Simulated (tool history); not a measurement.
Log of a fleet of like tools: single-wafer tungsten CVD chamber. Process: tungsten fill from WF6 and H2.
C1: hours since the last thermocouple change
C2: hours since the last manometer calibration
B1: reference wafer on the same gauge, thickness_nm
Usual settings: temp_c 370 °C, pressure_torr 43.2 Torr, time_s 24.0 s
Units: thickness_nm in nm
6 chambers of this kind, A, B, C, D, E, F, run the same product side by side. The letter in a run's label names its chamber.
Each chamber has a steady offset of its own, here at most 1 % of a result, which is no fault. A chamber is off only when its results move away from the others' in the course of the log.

{"run": "1A", "hour": 13.7, "temp_c": 370, "pressure_torr": 43.2, "time_s": 24.0, "C1": 382.5, "C2": 606.0, "B1": 37.702, "thickness_nm": 45.791}
{"run": "2B", "hour": 27.4, "temp_c": 370, "pressure_torr": 43.2, "time_s": 24.0, "C1": 1214.6, "C2": 1783.8, "B1": 37.704, "thickness_nm": 45.535}
{"run": "3C", "hour": 38.5, "temp_c": 370, "pressure_torr": 43.2, "time_s": 24.0, "C1": 1571.7, "C2": 236.5, "B1": 37.722, "thickness_nm": 45.761}
{"run": "4D", "hour": 47.7, "temp_c": 370, "pressure_torr": 43.2, "time_s": 24.0, "C1": 998.9, "C2": 179.0, "B1": 37.723, "thickness_nm": 45.957}
{"run": "5E", "hour": 60.4, "temp_c": 370, "pressure_torr": 43.2, "time_s": 24.0, "C1": 1575.5, "C2": 1588.9, "B1": 37.72, "thickness_nm": 45.91}
{"run": "6F", "hour": 71.9, "temp_c": 370, "pressure_torr": 36.4, "time_s": 24.0, "C1": 387.0, "C2": 1778.3, "B1": 37.726, "thickness_nm": 41.887}
{"run": "7D", "hour": 80.5, "temp_c": 370, "pressure_torr": 36.4, "time_s": 24.0, "C1": 1031.7, "C2": 211.8, "B1": 37.721, "thickness_nm": 42.522}
{"run": "8C", "hour": 94.5, "temp_c": 370, "pressure_torr": 36.4, "time_s": 24.0, "C1": 1627.7, "C2": 292.5, "B1": 37.726, "thickness_nm": 42.205}
{"run": "9F", "hour": 105.6, "temp_c": 370, "pressure_torr": 36.4, "time_s": 24.0, "C1": 420.7, "C2": 1812.0, "B1": 37.741, "thickness_nm": 41.907}
{"run": "10B", "hour": 115.4, "temp_c": 370, "pressure_torr": 36.4, "time_s": 24.0, "C1": 1302.6, "C2": 1871.8, "B1": 37.741, "thickness_nm": 42.137}
{"run": "11A", "hour": 129.6, "temp_c": 370, "pressure_torr": 36.4, "time_s": 24.0, "C1": 498.4, "C2": 721.9, "B1": 37.753, "thickness_nm": 42.423}
{"run": "12E", "hour": 139.4, "temp_c": 363, "pressure_torr": 36.8, "time_s": 24.0, "C1": 1654.5, "C2": 1667.9, "B1": 37.745, "thickness_nm": 36.556}
{"run": "13A", "hour": 146.9, "temp_c": 363, "pressure_torr": 36.8, "time_s": 24.0, "C1": 515.7, "C2": 739.2, "B1": 37.766, "thickness_nm": 36.698}
{"run": "14C", "hour": 154.7, "temp_c": 363, "pressure_torr": 36.8, "time_s": 24.0, "C1": 1687.9, "C2": 352.7, "B1": 37.762, "thickness_nm": 36.483}
{"run": "15B", "hour": 169.9, "temp_c": 363, "pressure_torr": 36.8, "time_s": 24.0, "C1": 1357.1, "C2": 1926.3, "B1": 37.756, "thickness_nm": 36.483}
{"hour": 170.9, "done": "chamber B: capacitance manometer re-zeroed and calibrated"}
{"run": "16D", "hour": 178.6, "temp_c": 363, "pressure_torr": 36.8, "time_s": 24.0, "C1": 1129.8, "C2": 309.9, "B1": 37.757, "thickness_nm": 36.7}
{"run": "17F", "hour": 194.4, "temp_c": 363, "pressure_torr": 36.8, "time_s": 24.0, "C1": 509.5, "C2": 1900.8, "B1": 37.776, "thickness_nm": 36.169}
{"run": "18E", "hour": 202.8, "temp_c": 370, "pressure_torr": 43.2, "time_s": 24.0, "C1": 1717.9, "C2": 1731.3, "B1": 37.788, "thickness_nm": 45.894}
{"run": "19A", "hour": 211.0, "temp_c": 370, "pressure_torr": 46.6, "time_s": 25.6, "C1": 579.8, "C2": 803.3, "B1": 37.78, "thickness_nm": 50.754}
{"run": "20F", "hour": 225.8, "temp_c": 370, "pressure_torr": 46.6, "time_s": 25.6, "C1": 540.9, "C2": 1932.2, "B1": 37.789, "thickness_nm": 50.285}
{"run": "21B", "hour": 237.4, "temp_c": 370, "pressure_torr": 46.6, "time_s": 25.6, "C1": 1424.6, "C2": 66.5, "B1": 37.783, "thickness_nm": 50.375}
{"run": "22E", "hour": 245.5, "temp_c": 370, "pressure_torr": 46.6, "time_s": 25.6, "C1": 1760.6, "C2": 1774.0, "B1": 37.79, "thickness_nm": 50.811}
{"run": "23C", "hour": 259.3, "temp_c": 370, "pressure_torr": 46.6, "time_s": 25.6, "C1": 1792.5, "C2": 457.3, "B1": 37.803, "thickness_nm": 50.557}
{"run": "24D", "hour": 271.1, "temp_c": 370, "pressure_torr": 46.6, "time_s": 25.6, "C1": 1222.3, "C2": 402.4, "B1": 37.803, "thickness_nm": 50.857}
{"run": "25F", "hour": 281.4, "temp_c": 358, "pressure_torr": 43.2, "time_s": 24.0, "C1": 596.5, "C2": 1987.8, "B1": 37.803, "thickness_nm": 34.972}
{"run": "26E", "hour": 289.8, "temp_c": 358, "pressure_torr": 43.2, "time_s": 24.0, "C1": 1804.9, "C2": 1818.3, "B1": 37.818, "thickness_nm": 35.285}
{"run": "27D", "hour": 302.2, "temp_c": 358, "pressure_torr": 43.2, "time_s": 24.0, "C1": 1253.4, "C2": 433.5, "B1": 37.822, "thickness_nm": 35.451}
{"run": "28C", "hour": 315.6, "temp_c": 358, "pressure_torr": 43.2, "time_s": 24.0, "C1": 1848.8, "C2": 513.6, "B1": 37.813, "thickness_nm": 35.344}
{"run": "29B", "hour": 326.5, "temp_c": 358, "pressure_torr": 43.2, "time_s": 24.0, "C1": 1513.7, "C2": 155.6, "B1": 37.828, "thickness_nm": 35.259}
{"run": "30A", "hour": 342.3, "temp_c": 358, "pressure_torr": 43.2, "time_s": 24.0, "C1": 711.1, "C2": 934.6, "B1": 37.825, "thickness_nm": 35.479}
{"run": "31E", "hour": 357.5, "temp_c": 370, "pressure_torr": 43.2, "time_s": 24.0, "C1": 1872.6, "C2": 1886.0, "B1": 37.831, "thickness_nm": 46.088}
{"run": "32F", "hour": 371.1, "temp_c": 370, "pressure_torr": 43.2, "time_s": 24.0, "C1": 686.2, "C2": 2077.5, "B1": 37.834, "thickness_nm": 45.593}
{"run": "33B", "hour": 383.4, "temp_c": 370, "pressure_torr": 43.2, "time_s": 24.0, "C1": 1570.6, "C2": 212.5, "B1": 37.851, "thickness_nm": 45.751}
{"hour": 397.8, "done": "chamber B: thermocouple changed; heater temperature recalibrated"}
{"run": "34A", "hour": 399.1, "temp_c": 370, "pressure_torr": 43.2, "time_s": 24.0, "C1": 767.9, "C2": 991.4, "B1": 37.856, "thickness_nm": 45.959}
{"run": "35D", "hour": 408.9, "temp_c": 370, "pressure_torr": 43.2, "time_s": 24.0, "C1": 1360.1, "C2": 540.2, "B1": 37.843, "thickness_nm": 46.153}
{"run": "36C", "hour": 418.7, "temp_c": 370, "pressure_torr": 43.2, "time_s": 24.0, "C1": 1951.9, "C2": 616.7, "B1": 37.862, "thickness_nm": 45.85}
{"run": "37D", "hour": 429.6, "temp_c": 370, "pressure_torr": 43.2, "time_s": 24.0, "C1": 1380.8, "C2": 560.9, "B1": 37.859, "thickness_nm": 46.076}
{"run": "38F", "hour": 443.8, "temp_c": 370, "pressure_torr": 36.6, "time_s": 24.0, "C1": 758.9, "C2": 2150.2, "B1": 37.87, "thickness_nm": 42.255}
{"run": "39A", "hour": 452.7, "temp_c": 370, "pressure_torr": 36.6, "time_s": 24.0, "C1": 821.5, "C2": 1045.0, "B1": 37.877, "thickness_nm": 42.603}
{"run": "40B", "hour": 465.0, "temp_c": 370, "pressure_torr": 36.6, "time_s": 24.0, "C1": 67.2, "C2": 294.1, "B1": 37.877, "thickness_nm": 42.382}

Next, every chamber runs the same settings. What will each give?
{"run": "41A", "hour": 476.6, "temp_c": 370, "pressure_torr": 33.6, "time_s": 24.0, "thickness_nm": "?"}
{"run": "41B", "hour": 476.6, "temp_c": 370, "pressure_torr": 33.6, "time_s": 24.0, "thickness_nm": "?"}
{"run": "41C", "hour": 476.6, "temp_c": 370, "pressure_torr": 33.6, "time_s": 24.0, "thickness_nm": "?"}
{"run": "41D", "hour": 476.6, "temp_c": 370, "pressure_torr": 33.6, "time_s": 24.0, "thickness_nm": "?"}
{"run": "41E", "hour": 476.6, "temp_c": 370, "pressure_torr": 33.6, "time_s": 24.0, "thickness_nm": "?"}
{"run": "41F", "hour": 476.6, "temp_c": 370, "pressure_torr": 33.6, "time_s": 24.0, "thickness_nm": "?"}

run=41A thickness_nm=40.965
run=41B thickness_nm=40.782
run=41C thickness_nm=40.752
run=41D thickness_nm=41.103
run=41E thickness_nm=40.983
run=41F thickness_nm=40.506
